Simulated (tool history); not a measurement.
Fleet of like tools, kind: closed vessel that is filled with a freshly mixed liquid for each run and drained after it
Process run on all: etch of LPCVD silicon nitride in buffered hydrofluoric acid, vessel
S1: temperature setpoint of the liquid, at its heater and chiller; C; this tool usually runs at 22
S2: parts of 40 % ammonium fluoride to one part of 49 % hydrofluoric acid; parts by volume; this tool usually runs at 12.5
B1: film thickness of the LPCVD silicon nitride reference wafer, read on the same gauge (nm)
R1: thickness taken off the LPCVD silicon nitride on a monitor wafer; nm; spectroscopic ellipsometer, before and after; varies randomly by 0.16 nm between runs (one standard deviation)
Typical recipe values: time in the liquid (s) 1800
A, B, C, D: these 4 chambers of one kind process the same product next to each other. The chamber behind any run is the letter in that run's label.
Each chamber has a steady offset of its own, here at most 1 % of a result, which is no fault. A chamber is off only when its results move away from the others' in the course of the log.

Run 1A, hour 7.8: usual settings; B1 150.03. Result: R1 17.49 nm.
Run 2C, hour 15.2: usual settings; B1 150.04. Result: R1 17.178 nm.
Run 3D, hour 22.8: usual settings; B1 149.99. Result: R1 17.572 nm.
Run 4B, hour 33.5: usual settings; B1 150. Result: R1 17.522 nm.
Run 5C, hour 47.3: usual settings; B1 150.02. Result: R1 17.059 nm.
Run 6D, hour 60: usual settings; B1 149.99. Result: R1 17.151 nm.
Run 7A, hour 67.6: usual settings; B1 149.93. Result: R1 17.346 nm.
Run 8B, hour 74: usual settings; B1 150.05. Result: R1 17.338 nm.
Run 9B, hour 86.7: usual settings; B1 150. Result: R1 17.391 nm.
Run 10C, hour 96.5: usual settings; B1 150. Result: R1 17.467 nm.
Run 11A, hour 108.3: usual settings; B1 150.02. Result: R1 17.316 nm.
Run 12D, hour 118.6: usual settings; B1 150. Result: R1 17.614 nm.
Run 13B, hour 132.9: usual settings; B1 150.04. Result: R1 17.401 nm.
Run 14C, hour 147.1: usual settings; B1 149.96. Result: R1 17.279 nm.
Run 15D, hour 158.2: usual settings but S1 26 C, S2 16.5 parts by volume; B1 150.01. Result: R1 16.348 nm.
Run 16A, hour 169.9: usual settings but S1 26 C, S2 16.5 parts by volume; B1 150. Result: R1 16.412 nm.
At hour 173.2: chamber B: hydrofluoric acid flow meter replaced.
Run 17A, hour 180.2: usual settings but S1 26 C, S2 16.5 parts by volume; B1 150. Result: R1 16.311 nm.
Run 18C, hour 193.4: usual settings but S1 26 C, S2 16.5 parts by volume; B1 149.98. Result: R1 16.297 nm.
Run 19D, hour 206: usual settings but S2 14.5 parts by volume; B1 150.02. Result: R1 14.729 nm.
Run 20B, hour 214.9: usual settings but S2 14.5 parts by volume; B1 149.97. Result: R1 14.824 nm.
Run 21D, hour 227.4: usual settings but S2 14.5 parts by volume; B1 150.01. Result: R1 14.645 nm.
Run 22A, hour 234.4: usual settings but S2 14.5 parts by volume; B1 150.02. Result: R1 15.037 nm.
Run 23C, hour 248.3: usual settings; B1 150.02. Result: R1 16.995 nm.
Run 24B, hour 258: usual settings but S1 25 C, time in the liquid (s) 2365; B1 150.02. Result: R1 26.808 nm.
Run 25B, hour 267.2: usual settings but S1 25 C, time in the liquid (s) 2365; B1 150.02. Result: R1 27.3 nm.
Run 26C, hour 274.3: usual settings but S1 25 C, time in the liquid (s) 2365; B1 150. Result: R1 26.972 nm.
Run 27D, hour 284.9: usual settings but S1 25 C, time in the liquid (s) 2365; B1 149.98. Result: R1 25.276 nm.
Run 28A, hour 298.9: usual settings but time in the liquid (s) 2565; B1 149.97. Result: R1 24.53 nm.
Run 29D, hour 305.3: usual settings but time in the liquid (s) 2565; B1 149.99. Result: R1 23.396 nm.
Run 30B, hour 315.2: usual settings but time in the liquid (s) 2565; B1 149.97. Result: R1 24.737 nm.
Run 31C, hour 323.9: usual settings but time in the liquid (s) 2565; B1 150.01. Result: R1 24.877 nm.
Run 32A, hour 330.4: usual settings; B1 150.02. Result: R1 17.239 nm.

Which is it: a chamber that has drifted or been left off by a service, a gauge drift common to all chambers, or only each chamber's usual small offset? If a chamber is off, name it and its likeliest cause.

It is chamber D that slowly wanders off from its peers.
Cause: hydrofluoric acid flow below the setpoint (%) = 7.72.
With only this log, it may be confused with: liquid colder than its thermometer reads (K).

Chamber D could run next with any of the 4 candidate recipes listed below; each alters the usual settings, and their results appear as question marks. Which one brings its results back in line with what the other chambers deliver on the usual settings?
Allowed miss from the other chambers' usual-settings mean, per result, to count as in line: R1 0.54 nm
Run 33D-1, hour 340.8: usual settings but S2 13.5 parts by volume. Result: R1 ?.
Run 33D-2, hour 340.8: usual settings but time in the liquid (s) 1775. Result: R1 ?.
Run 33D-3, hour 340.8: usual settings but time in the liquid (s) 1815. Result: R1 ?.
Run 33D-4, hour 340.8: usual settings but S1 22.5 C, S2 12 parts by volume. Result: R1 ?.

What the other chambers average on the usual settings: R1 17.305 nm
  run      R1
33D-1  15.025
33D-2  15.983
33D-3  16.343
33D-4  17.334
33D-4 is the one that brings the chamber's results back in line with the other chambers.
